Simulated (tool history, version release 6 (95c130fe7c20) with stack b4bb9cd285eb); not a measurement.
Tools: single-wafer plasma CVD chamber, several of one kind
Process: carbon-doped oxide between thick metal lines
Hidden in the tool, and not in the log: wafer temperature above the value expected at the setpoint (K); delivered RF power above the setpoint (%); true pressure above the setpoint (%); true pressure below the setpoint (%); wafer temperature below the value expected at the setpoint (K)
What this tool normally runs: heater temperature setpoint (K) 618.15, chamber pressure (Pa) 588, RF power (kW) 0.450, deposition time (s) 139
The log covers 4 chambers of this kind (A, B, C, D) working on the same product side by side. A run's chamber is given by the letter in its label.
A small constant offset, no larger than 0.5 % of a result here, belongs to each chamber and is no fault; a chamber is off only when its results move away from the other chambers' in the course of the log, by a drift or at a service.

| run | hour | heater temperature setpoint (K) | chamber pressure (Pa) | RF power (kW) | deposition time (s) | hours since the last thermocouple change | hours since the last RF generator calibration | hours since the last manometer calibration | read-back reference wafer on the same gauge, thickness_nm | mean film thickness on the monitor wafer (angstrom) |
|---|---|---|---|---|---|---|---|---|---|---|
| 1B | 4.5 | 618.15 | 588 | 0.450 | 139 | 660.7 | 183.0 | 693.5 | 571.87 | 6485.0 |
| 2D | 8.0 | 618.15 | 588 | 0.450 | 139 | 1398.4 | 881.6 | 739.9 | 571.88 | 6485.4 |
| 3A | 11.2 | 618.15 | 588 | 0.450 | 139 | 565.8 | 1581.2 | 46.6 | 571.83 | 6474.4 |
| 4C | 13.6 | 618.15 | 588 | 0.450 | 139 | 683.0 | 205.4 | 402.7 | 571.56 | 6517.7 |
| 5B | 15.8 | 618.15 | 588 | 0.450 | 139 | 672.0 | 194.3 | 704.8 | 571.81 | 6478.7 |
| 6D | 17.8 | 618.15 | 588 | 0.450 | 139 | 1408.2 | 891.4 | 749.7 | 571.59 | 6473.7 |
| 7A | 20.9 | 618.15 | 588 | 0.450 | 139 | 575.5 | 1590.9 | 56.3 | 571.40 | 6464.8 |
| 8C | 24.7 | 618.15 | 588 | 0.450 | 139 | 694.1 | 216.5 | 413.8 | 571.41 | 6534.4 |
| 9B | 28.7 | 618.15 | 588 | 0.450 | 139 | 684.9 | 207.2 | 717.7 | 571.45 | 6484.7 |
| 10A | 31.7 | 618.15 | 588 | 0.450 | 139 | 586.3 | 1601.7 | 67.1 | 571.30 | 6479.9 |
| 11C | 36.2 | 618.15 | 588 | 0.450 | 139 | 705.6 | 228.0 | 425.3 | 571.21 | 6520.1 |
| 12D | 40.4 | 618.15 | 588 | 0.450 | 139 | 1430.8 | 914.0 | 772.3 | 571.06 | 6478.6 |
| 13B | 44.5 | 618.15 | 588 | 0.450 | 139 | 700.7 | 223.0 | 733.5 | 571.12 | 6488.9 |
| 14C | 48.4 | 618.15 | 675 | 0.535 | 139 | 717.8 | 240.2 | 437.5 | 570.77 | 7426.1 |
| 15D | 52.9 | 618.15 | 675 | 0.535 | 139 | 1443.3 | 926.5 | 784.8 | 570.84 | 7366.7 |
| 16A | 57.2 | 618.15 | 675 | 0.535 | 139 | 611.8 | 1627.2 | 92.6 | 570.86 | 7380.8 |
| 17D | 59.7 | 618.15 | 675 | 0.535 | 139 | 1450.1 | 933.3 | 791.6 | 570.77 | 7363.4 |
| 18A | 62.1 | 624.15 | 700 | 0.450 | 139 | 616.7 | 1632.1 | 97.5 | 570.74 | 6547.7 |
| 19C | 65.0 | 624.15 | 700 | 0.450 | 139 | 734.4 | 256.8 | 454.1 | 570.52 | 6576.2 |
| 20B | 69.5 | 624.15 | 700 | 0.450 | 139 | 725.7 | 248.0 | 758.5 | 570.51 | 6545.9 |
| 21D | 73.6 | 624.15 | 700 | 0.450 | 139 | 1464.0 | 947.2 | 805.5 | 570.46 | 6528.6 |
| 22A | 78.1 | 618.15 | 588 | 0.450 | 139 | 632.7 | 1648.1 | 113.5 | 570.50 | 6461.7 |
| 23B | 80.1 | 618.15 | 588 | 0.450 | 139 | 736.3 | 258.6 | 769.1 | 570.39 | 6475.4 |
| 24C | 83.9 | 618.15 | 588 | 0.450 | 139 | 753.3 | 275.7 | 473.0 | 570.47 | 6496.1 |
| 25A | 87.2 | 618.15 | 588 | 0.450 | 139 | 641.8 | 1657.2 | 122.6 | 570.22 | 6452.5 |
| 26C | 91.4 | 618.15 | 588 | 0.450 | 139 | 760.8 | 283.2 | 480.5 | 570.02 | 6519.2 |
| 27D | 94.7 | 618.15 | 588 | 0.450 | 139 | 1485.1 | 968.3 | 826.6 | 570.02 | 6458.0 |
| 28B | 99.2 | 618.15 | 588 | 0.450 | 139 | 755.4 | 277.7 | 788.2 | 569.84 | 6466.7 |
| 29C | 101.3 | 608.15 | 588 | 0.450 | 139 | 770.7 | 293.1 | 490.4 | 569.98 | 6688.9 |
| 30A | 105.7 | 608.15 | 588 | 0.450 | 139 | 660.3 | 1675.7 | 141.1 | 569.88 | 6643.5 |
| 31D | 110.0 | 608.15 | 588 | 0.450 | 139 | 1500.4 | 983.6 | 841.9 | 569.96 | 6625.6 |
| 32B | 112.2 | 608.15 | 588 | 0.450 | 139 | 768.4 | 290.7 | 801.2 | 569.79 | 6646.5 |
| 33B | 116.6 | 618.15 | 588 | 0.450 | 139 | 772.8 | 295.1 | 805.6 | 569.51 | 6458.8 |
| 34A | 120.5 | 618.15 | 588 | 0.450 | 139 | 675.1 | 1690.5 | 155.9 | 569.49 | 6448.0 |
| 35D | 123.2 | 618.15 | 588 | 0.450 | 139 | 1513.6 | 996.8 | 855.1 | 569.46 | 6461.6 |

The same settings go to every chamber for the next run, one line per chamber below. Forecast the results for each:
| 36A | 126.5 | 618.15 | 588 | 0.530 | 139 |  |  |  |  | ? |
| 36B | 126.5 | 618.15 | 588 | 0.530 | 139 |  |  |  |  | ? |
| 36C | 126.5 | 618.15 | 588 | 0.530 | 139 |  |  |  |  | ? |
| 36D | 126.5 | 618.15 | 588 | 0.530 | 139 |  |  |  |  | ? |

| run | mean film thickness on the monitor wafer (angstrom) |
|---|---|
| 36A | 7164.0 |
| 36B | 7156.1 |
| 36C | 7216.1 |
| 36D | 7152.9 |

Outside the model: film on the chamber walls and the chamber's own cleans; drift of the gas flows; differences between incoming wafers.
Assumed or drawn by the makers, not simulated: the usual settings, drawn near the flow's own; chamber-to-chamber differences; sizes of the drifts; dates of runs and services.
